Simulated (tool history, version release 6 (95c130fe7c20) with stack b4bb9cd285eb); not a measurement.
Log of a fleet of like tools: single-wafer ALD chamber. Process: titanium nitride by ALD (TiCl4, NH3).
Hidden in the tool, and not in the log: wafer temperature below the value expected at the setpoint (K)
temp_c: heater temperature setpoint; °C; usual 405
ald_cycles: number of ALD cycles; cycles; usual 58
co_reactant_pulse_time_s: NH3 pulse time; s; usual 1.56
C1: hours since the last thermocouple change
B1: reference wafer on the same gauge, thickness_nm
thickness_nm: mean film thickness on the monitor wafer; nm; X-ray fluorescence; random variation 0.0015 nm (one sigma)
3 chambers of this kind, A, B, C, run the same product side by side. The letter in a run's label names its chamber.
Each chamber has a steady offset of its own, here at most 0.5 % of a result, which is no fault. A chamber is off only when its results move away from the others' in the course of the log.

Run 1C, day 0.312: usual settings; C1 1298.1; B1 1.1201. Result: thickness_nm 1.2777 nm.
Run 2A, day 0.492: usual settings; C1 1833.9; B1 1.1204. Result: thickness_nm 1.2697 nm.
Run 3B, day 0.833: usual settings; C1 408.1; B1 1.1209. Result: thickness_nm 1.2701 nm.
Run 4B, day 1.033: usual settings; C1 412.9; B1 1.1207. Result: thickness_nm 1.2726 nm.
Run 5C, day 1.267: usual settings; C1 1321.0; B1 1.1207. Result: thickness_nm 1.2785 nm.
Run 6A, day 1.512: usual settings but co_reactant_pulse_time_s 1.83 s; C1 1858.4; B1 1.1206. Result: thickness_nm 1.2828 nm.
Run 7B, day 1.829: usual settings but co_reactant_pulse_time_s 1.83 s; C1 432.0; B1 1.1210. Result: thickness_nm 1.2825 nm.
Run 8A, day 2.038: usual settings but co_reactant_pulse_time_s 1.83 s; C1 1871.0; B1 1.1211. Result: thickness_nm 1.2838 nm.
Run 9C, day 2.246: usual settings; C1 1344.5; B1 1.1216. Result: thickness_nm 1.2726 nm.
Run 10A, day 2.592: usual settings; C1 1884.3; B1 1.1212. Result: thickness_nm 1.2755 nm.
Run 11C, day 2.767: usual settings; C1 1357.0; B1 1.1220. Result: thickness_nm 1.2754 nm.
Run 12B, day 3.071: usual settings but temp_c 420 °C, ald_cycles 64 cycles; C1 461.8; B1 1.1221. Result: thickness_nm 1.4187 nm.
Run 13B, day 3.288: usual settings but temp_c 420 °C, ald_cycles 64 cycles; C1 467.0; B1 1.1221. Result: thickness_nm 1.4181 nm.
Run 14A, day 3.612: usual settings but temp_c 420 °C, ald_cycles 64 cycles; C1 1908.8; B1 1.1223. Result: thickness_nm 1.4164 nm.
Run 15C, day 3.788: usual settings; C1 1381.5; B1 1.1222. Result: thickness_nm 1.2781 nm.
Run 16C, day 4.008: usual settings; C1 1386.8; B1 1.1222. Result: thickness_nm 1.2770 nm.
Run 17B, day 4.292: usual settings; C1 491.1; B1 1.1225. Result: thickness_nm 1.2718 nm.
Run 18A, day 4.617: usual settings; C1 1932.9; B1 1.1223. Result: thickness_nm 1.2780 nm.
Run 19B, day 4.854: usual settings; C1 504.6; B1 1.1229. Result: thickness_nm 1.2745 nm.
Run 20C, day 5.075: usual settings; C1 1412.4; B1 1.1230. Result: thickness_nm 1.2766 nm.
Run 21A, day 5.229: usual settings; C1 1947.6; B1 1.1229. Result: thickness_nm 1.2757 nm.
Run 22A, day 5.412: usual settings but ald_cycles 48 cycles, co_reactant_pulse_time_s 1.79 s; C1 1952.0; B1 1.1230. Result: thickness_nm 1.0611 nm.
Run 23B, day 5.733: usual settings but ald_cycles 48 cycles, co_reactant_pulse_time_s 1.79 s; C1 525.7; B1 1.1234. Result: thickness_nm 1.0614 nm.
Run 24C, day 6.054: usual settings but ald_cycles 48 cycles, co_reactant_pulse_time_s 1.79 s; C1 1435.9; B1 1.1231. Result: thickness_nm 1.0637 nm.
Run 25B, day 6.217: usual settings; C1 537.3; B1 1.1232. Result: thickness_nm 1.2745 nm.
Run 26C, day 6.479: usual settings; C1 1446.1; B1 1.1237. Result: thickness_nm 1.2813 nm.
Run 27A, day 6.708: usual settings; C1 1983.1; B1 1.1238. Result: thickness_nm 1.2764 nm.
Run 28A, day 6.983: usual settings; C1 1989.7; B1 1.1245. Result: thickness_nm 1.2778 nm.
Run 29B, day 7.150: usual settings but ald_cycles 49 cycles, co_reactant_pulse_time_s 2.17 s; C1 559.7; B1 1.1240. Result: thickness_nm 1.0914 nm.
Run 30C, day 7.412: usual settings but ald_cycles 49 cycles, co_reactant_pulse_time_s 2.17 s; C1 1468.5; B1 1.1242. Result: thickness_nm 1.0926 nm.
Run 31B, day 7.583: usual settings but ald_cycles 49 cycles, co_reactant_pulse_time_s 2.17 s; C1 570.1; B1 1.1244. Result: thickness_nm 1.0915 nm.
Run 32A, day 7.896: usual settings; C1 2011.6; B1 1.1244. Result: thickness_nm 1.2822 nm.
Run 33C, day 8.167: usual settings; C1 1486.6; B1 1.1249. Result: thickness_nm 1.2773 nm.
Run 34C, day 8.329: usual settings; C1 1490.5; B1 1.1251. Result: thickness_nm 1.2814 nm.
Run 35B, day 8.654: usual settings; C1 595.8; B1 1.1250. Result: thickness_nm 1.2783 nm.
Run 36A, day 8.929: usual settings; C1 2036.4; B1 1.1251. Result: thickness_nm 1.2773 nm.
Run 37A, day 9.171: usual settings; C1 2042.2; B1 1.1250. Result: thickness_nm 1.2811 nm.
Run 38B, day 9.358: usual settings; C1 612.7; B1 1.1255. Result: thickness_nm 1.2759 nm.

Is one chamber off against the others, does the gauge drift, or is nothing wrong? If a chamber is off, say which, and what the likeliest cause is.

The gauge drifts, so all chambers seem to drift together. No chamber is off.
Cause: gauge reads high (%) = 0.494.

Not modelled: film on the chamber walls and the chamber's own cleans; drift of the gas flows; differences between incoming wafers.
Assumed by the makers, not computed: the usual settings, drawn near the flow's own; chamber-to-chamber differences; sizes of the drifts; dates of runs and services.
